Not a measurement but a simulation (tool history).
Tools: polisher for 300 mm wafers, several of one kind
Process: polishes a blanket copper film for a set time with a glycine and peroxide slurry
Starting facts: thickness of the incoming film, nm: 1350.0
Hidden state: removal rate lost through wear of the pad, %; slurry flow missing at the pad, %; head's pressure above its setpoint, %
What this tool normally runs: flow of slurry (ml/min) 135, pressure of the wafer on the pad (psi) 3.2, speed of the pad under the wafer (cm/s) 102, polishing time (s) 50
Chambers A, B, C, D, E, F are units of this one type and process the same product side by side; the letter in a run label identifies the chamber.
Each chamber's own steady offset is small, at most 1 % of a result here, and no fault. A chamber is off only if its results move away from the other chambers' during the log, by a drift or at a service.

| run | day | flow of slurry (ml/min) | pressure of the wafer on the pad (psi) | speed of the pad under the wafer (cm/s) | polishing time (s) | wafers polished on this pad | hours since the slurry nozzle was cleaned | hours since the head pressure was calibrated | film removed (angstrom) |
|---|---|---|---|---|---|---|---|---|---|
|  | 0.242 | chamber E: worn pad replaced by a new one |
|  | 0.333 | chamber C: worn pad replaced by a new one |
| 1E | 0.512 | 135 | 3.2 | 102 | 50 | 54 | 127.5 | 547.1 | 2767.7 |
|  | 0.638 | chamber F: worn pad replaced by a new one |
| 2D | 0.792 | 135 | 3.2 | 102 | 50 | 1045 | 139.4 | 540.2 | 2817.8 |
| 3A | 1.354 | 135 | 3.2 | 102 | 50 | 658 | 156.9 | 411.9 | 2771.7 |
| 4C | 1.838 | 135 | 3.2 | 102 | 50 | 301 | 569.6 | 575.2 | 2821.0 |
|  | 2.100 | chamber C: head pressure recalibrated |
|  | 2.242 | chamber D: head pressure recalibrated |
| 5B | 2.379 | 135 | 3.2 | 102 | 50 | 851 | 116.1 | 284.5 | 2781.2 |
| 6F | 2.658 | 135 | 3.2 | 102 | 50 | 404 | 548.2 | 237.4 | 2749.0 |
| 7D | 3.042 | 135 | 2.3 | 102 | 50 | 1495 | 193.4 | 19.2 | 2125.5 |
|  | 3.092 | chamber B: worn pad replaced by a new one |
|  | 3.192 | chamber D: worn pad replaced by a new one |
|  | 3.204 | chamber A: worn pad replaced by a new one |
| 8C | 3.525 | 135 | 2.3 | 102 | 50 | 639 | 610.1 | 34.2 | 2086.2 |
| 9A | 3.975 | 135 | 2.3 | 102 | 50 | 154 | 219.8 | 474.8 | 2130.5 |
|  | 4.104 | chamber B: head pressure recalibrated |
| 10B | 4.383 | 135 | 2.3 | 102 | 50 | 259 | 164.2 | 6.8 | 2114.7 |
|  | 4.917 | chamber E: head pressure recalibrated |
| 11F | 4.921 | 135 | 2.3 | 102 | 50 | 857 | 602.5 | 291.7 | 2090.0 |
| 12E | 5.204 | 135 | 2.3 | 102 | 50 | 993 | 240.1 | 6.9 | 2081.8 |
|  | 5.471 | chamber E: worn pad replaced by a new one |
|  | 5.625 | chamber D: slurry nozzle cleaned |
| 13E | 5.821 | 135 | 3.2 | 102 | 50 | 70 | 254.9 | 21.7 | 2786.0 |
| 14D | 6.367 | 135 | 3.2 | 102 | 50 | 635 | 17.9 | 99.0 | 2811.3 |
|  | 6.450 | chamber F: worn pad replaced by a new one |
| 15F | 6.721 | 135 | 3.2 | 102 | 59 | 54 | 645.7 | 334.9 | 3244.7 |
| 16B | 7.042 | 135 | 3.2 | 102 | 59 | 791 | 228.0 | 70.6 | 3298.6 |
|  | 7.088 | chamber B: worn pad replaced by a new one |
| 17C | 7.488 | 135 | 3.2 | 102 | 59 | 1433 | 705.2 | 129.3 | 3318.3 |
|  | 7.512 | chamber C: worn pad replaced by a new one |
| 18A | 7.850 | 135 | 3.2 | 102 | 59 | 930 | 312.8 | 567.8 | 3305.6 |
| 19A | 8.312 | 135 | 3.2 | 102 | 59 | 1023 | 323.9 | 578.9 | 3287.9 |
| 20C | 8.746 | 135 | 3.2 | 102 | 59 | 247 | 735.4 | 159.5 | 3327.2 |
| 21D | 9.012 | 135 | 3.2 | 102 | 50 | 1165 | 81.4 | 162.5 | 2796.4 |
| 22B | 9.588 | 135 | 3.2 | 102 | 50 | 501 | 289.1 | 131.7 | 2806.9 |
|  | 9.617 | chamber A: worn pad replaced by a new one |
| 23E | 9.992 | 135 | 3.2 | 102 | 50 | 905 | 355.0 | 121.8 | 2791.8 |
|  | 10.121 | chamber D: worn pad replaced by a new one |
| 24F | 10.571 | 135 | 3.2 | 102 | 50 | 825 | 738.1 | 427.3 | 2710.9 |
|  | 10.592 | chamber E: worn pad replaced by a new one |
| 25A | 10.929 | 135 | 3.2 | 102 | 50 | 262 | 386.7 | 641.7 | 2753.3 |
|  | 10.979 | chamber C: slurry nozzle cleaned |
| 26E | 11.312 | 135 | 3.2 | 102 | 50 | 144 | 386.7 | 153.5 | 2765.9 |
| 27C | 11.825 | 135 | 3.2 | 102 | 50 | 863 | 20.3 | 233.4 | 2811.1 |
|  | 11.908 | chamber B: worn pad replaced by a new one |
|  | 12.167 | chamber F: worn pad replaced by a new one |
| 28B | 12.358 | 135 | 3.2 | 102 | 50 | 90 | 355.6 | 198.2 | 2784.1 |
| 29F | 12.967 | 135 | 3.2 | 102 | 50 | 160 | 795.6 | 484.8 | 2689.7 |
|  | 13.238 | chamber C: worn pad replaced by a new one |
| 30D | 13.421 | 135 | 3.2 | 102 | 50 | 661 | 187.2 | 268.3 | 2786.4 |
| 31E | 13.875 | 135 | 3.2 | 102 | 50 | 657 | 448.2 | 215.0 | 2811.2 |
| 32A | 14.283 | 135 | 3.2 | 102 | 50 | 934 | 467.2 | 722.2 | 2795.7 |
| 33C | 14.738 | 135 | 3.2 | 102 | 50 | 300 | 90.2 | 303.3 | 2838.9 |
| 34F | 15.154 | 135 | 3.2 | 102 | 50 | 598 | 848.1 | 537.3 | 2635.4 |
| 35B | 15.517 | 135 | 3.2 | 102 | 50 | 722 | 431.4 | 274.0 | 2792.2 |
|  | 15.804 | chamber D: worn pad replaced by a new one |
| 36D | 16.029 | 135 | 4.1 | 102 | 58 | 45 | 249.8 | 330.9 | 4052.7 |
|  | 16.271 | chamber B: slurry nozzle cleaned |
| 37B | 16.367 | 135 | 4.1 | 102 | 58 | 893 | 2.4 | 294.4 | 3944.8 |

Each of the 6 chambers runs these same settings next. Fill in every chamber's results:
| 38A | 16.812 | 100 | 3.2 | 102 | 50 |  |  |  | ? |
| 38B | 16.812 | 100 | 3.2 | 102 | 50 |  |  |  | ? |
| 38C | 16.812 | 100 | 3.2 | 102 | 50 |  |  |  | ? |
| 38D | 16.812 | 100 | 3.2 | 102 | 50 |  |  |  | ? |
| 38E | 16.812 | 100 | 3.2 | 102 | 50 |  |  |  | ? |
| 38F | 16.812 | 100 | 3.2 | 102 | 50 |  |  |  | ? |

| run | film removed (angstrom) |
|---|---|
| 38A | 2627.1 |
| 38B | 2614.0 |
| 38C | 2639.2 |
| 38D | 2603.0 |
| 38E | 2598.1 |
| 38F | 2427.7 |
